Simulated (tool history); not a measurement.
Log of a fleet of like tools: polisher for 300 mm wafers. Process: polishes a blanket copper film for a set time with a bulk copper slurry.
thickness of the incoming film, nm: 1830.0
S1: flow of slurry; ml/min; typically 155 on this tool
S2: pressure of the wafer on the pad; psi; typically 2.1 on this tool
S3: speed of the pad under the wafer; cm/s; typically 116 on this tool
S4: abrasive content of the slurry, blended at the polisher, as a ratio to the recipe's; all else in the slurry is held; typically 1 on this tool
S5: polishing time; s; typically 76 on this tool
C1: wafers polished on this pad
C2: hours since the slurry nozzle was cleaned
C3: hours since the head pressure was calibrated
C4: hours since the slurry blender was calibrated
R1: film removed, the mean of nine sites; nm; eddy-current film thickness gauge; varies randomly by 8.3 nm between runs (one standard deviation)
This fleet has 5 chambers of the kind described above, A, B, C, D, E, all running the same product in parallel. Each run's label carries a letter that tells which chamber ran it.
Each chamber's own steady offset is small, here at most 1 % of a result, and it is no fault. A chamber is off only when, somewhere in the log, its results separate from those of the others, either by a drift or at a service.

At day 0.45: chamber D: slurry nozzle cleaned.
Run 1A, day 0.592: usual settings; C1 500; C2 132.5; C3 484; C4 234.7. Result: R1 570.75 nm.
At day 0.804: chamber B: worn pad replaced by a new one.
At day 0.808: chamber A: worn pad replaced by a new one.
Run 2D, day 0.879: usual settings; C1 408; C2 10.4; C3 399.2; C4 236.7. Result: R1 569.93 nm.
At day 1.167: chamber C: worn pad replaced by a new one.
Run 3C, day 1.271: usual settings; C1 20; C2 169.1; C3 1429.4; C4 81.5. Result: R1 577.77 nm.
At day 1.325: chamber B: slurry blender recalibrated.
Run 4E, day 1.75: usual settings; C1 926; C2 80; C3 600.7; C4 151.9. Result: R1 563.86 nm.
At day 1.908: chamber C: head pressure recalibrated.
Run 5B, day 2.312: usual settings; C1 294; C2 437; C3 286.5; C4 23.7. Result: R1 554.88 nm.
At day 2.404: chamber A: head pressure recalibrated.
Run 6B, day 2.738: usual settings; C1 377; C2 447.2; C3 296.7; C4 33.9. Result: R1 560.81 nm.
At day 2.825: chamber E: worn pad replaced by a new one.
Run 7E, day 3.229: usual settings; C1 79; C2 115.5; C3 636.2; C4 187.4. Result: R1 546.51 nm.
Run 8C, day 3.683: usual settings; C1 491; C2 227; C3 42.6; C4 139.4. Result: R1 566.86 nm.
At day 3.779: chamber D: worn pad replaced by a new one.
At day 3.858: chamber A: worn pad replaced by a new one.
Run 9A, day 4.108: usual settings; C1 49; C2 216.9; C3 40.9; C4 319.1. Result: R1 570.72 nm.
At day 4.179: chamber B: worn pad replaced by a new one.
Run 10D, day 4.412: usual settings but S3 144 cm/s; C1 123; C2 95.2; C3 484; C4 321.5. Result: R1 728.63 nm.
Run 11B, day 4.792: usual settings but S3 144 cm/s; C1 119; C2 496.5; C3 346; C4 83.2. Result: R1 675.61 nm.
Run 12C, day 5.1: usual settings but S3 144 cm/s; C1 767; C2 261; C3 76.6; C4 173.4. Result: R1 685.66 nm.
Run 13E, day 5.454: usual settings but S3 144 cm/s; C1 513; C2 168.9; C3 689.6; C4 240.8. Result: R1 701.47 nm.
Run 14D, day 5.8: usual settings but S3 144 cm/s; C1 394; C2 128.5; C3 517.3; C4 354.8. Result: R1 741.06 nm.
At day 5.938: chamber C: slurry nozzle cleaned.
Run 15A, day 6.112: usual settings; C1 440; C2 265; C3 89; C4 367.2. Result: R1 550.96 nm.
At day 6.125: chamber A: slurry blender recalibrated.
At day 6.204: chamber C: worn pad replaced by a new one.
Run 16C, day 6.412: usual settings; C1 40; C2 11.5; C3 108.1; C4 204.9. Result: R1 567.17 nm.
Run 17A, day 6.796: usual settings; C1 573; C2 281.4; C3 105.4; C4 16.1. Result: R1 537.81 nm.
At day 6.871: chamber A: worn pad replaced by a new one.
At day 7.212: chamber B: worn pad replaced by a new one.
Run 18B, day 7.283: usual settings but S1 200 ml/min, S3 152 cm/s; C1 14; C2 556.3; C3 405.8; C4 143. Result: R1 752.31 nm.
Run 19E, day 7.712: usual settings but S1 200 ml/min, S3 152 cm/s; C1 953; C2 223.1; C3 743.8; C4 295. Result: R1 778.84 nm.
At day 7.996: chamber E: worn pad replaced by a new one.
Run 20D, day 8.225: usual settings but S1 200 ml/min, S3 152 cm/s; C1 867; C2 186.7; C3 575.5; C4 413. Result: R1 830.83 nm.
Run 21C, day 8.625: usual settings but S1 200 ml/min, S3 152 cm/s; C1 472; C2 64.6; C3 161.2; C4 258. Result: R1 776.4 nm.
At day 9.033: chamber D: worn pad replaced by a new one.
Run 22B, day 9.046: usual settings but S1 200 ml/min, S3 152 cm/s; C1 357; C2 598.6; C3 448.1; C4 185.3. Result: R1 757.44 nm.
At day 9.05: chamber E: slurry blender recalibrated.
Run 23A, day 9.512: usual settings; C1 515; C2 346.6; C3 170.6; C4 81.3. Result: R1 547.98 nm.
At day 9.938: chamber A: worn pad replaced by a new one.
Run 24D, day 9.946: usual settings; C1 178; C2 228; C3 616.8; C4 454.3. Result: R1 591 nm.
At day 10.142: chamber C: worn pad replaced by a new one.
Run 25E, day 10.225: usual settings; C1 435; C2 283.4; C3 804.1; C4 28.2. Result: R1 561.85 nm.
At day 10.421: chamber B: slurry nozzle cleaned.
Run 26C, day 10.529: usual settings; C1 75; C2 110.3; C3 206.9; C4 303.7. Result: R1 572.33 nm.
At day 10.75: chamber B: worn pad replaced by a new one.
Run 27D, day 11.038: usual settings; C1 391; C2 254.2; C3 643; C4 480.5. Result: R1 634.99 nm.
Run 28A, day 11.5: usual settings; C1 305; C2 394.3; C3 218.3; C4 129. Result: R1 570.47 nm.
Run 29B, day 11.867: usual settings but S2 2.7 psi; C1 217; C2 34.8; C3 515.8; C4 253. Result: R1 711.09 nm.
At day 11.992: chamber E: slurry nozzle cleaned.
Run 30E, day 12.442: usual settings but S2 2.7 psi; C1 867; C2 10.9; C3 857.3; C4 81.4. Result: R1 700.97 nm.
At day 12.642: chamber E: worn pad replaced by a new one.
Run 31E, day 12.758: usual settings but S2 2.7 psi; C1 23; C2 18.5; C3 864.9; C4 89. Result: R1 729.66 nm.

Has any chamber moved away from the others, gradually or after a service, or does the common gauge drift, or do the chambers differ only by their own small steady offsets? State the chamber and the most likely cause if one applies.

It is chamber D that slowly wanders off from its peers.
Cause: head's pressure above its setpoint, % = 10.8.

Which of the 4 candidates below, each the usual settings with something changed and its results left as question marks, puts chamber D back in line with what the other chambers give on the usual settings?
In line means no further than this from the other chambers' mean on the usual settings: R1 29 nm
Run 32D-1, day 13.192: usual settings but S1 160 ml/min, S2 2.3 psi, S3 128 cm/s. Result: R1 ?.
Run 32D-2, day 13.192: usual settings but S1 150 ml/min, S5 63 s. Result: R1 ?.
Run 32D-3, day 13.192: usual settings but S2 2 psi, S3 112 cm/s, S5 73 s. Result: R1 ?.
Run 32D-4, day 13.192: usual settings but S2 2.2 psi, S3 120 cm/s, S5 79 s. Result: R1 ?.

Usual-settings mean across the other chambers: R1 562.43 nm
  run      R1
32D-1  759.25
32D-2  515.65
32D-3  552.87
32D-4   704.3
With 32D-3, the chamber falls back in line with the rest.
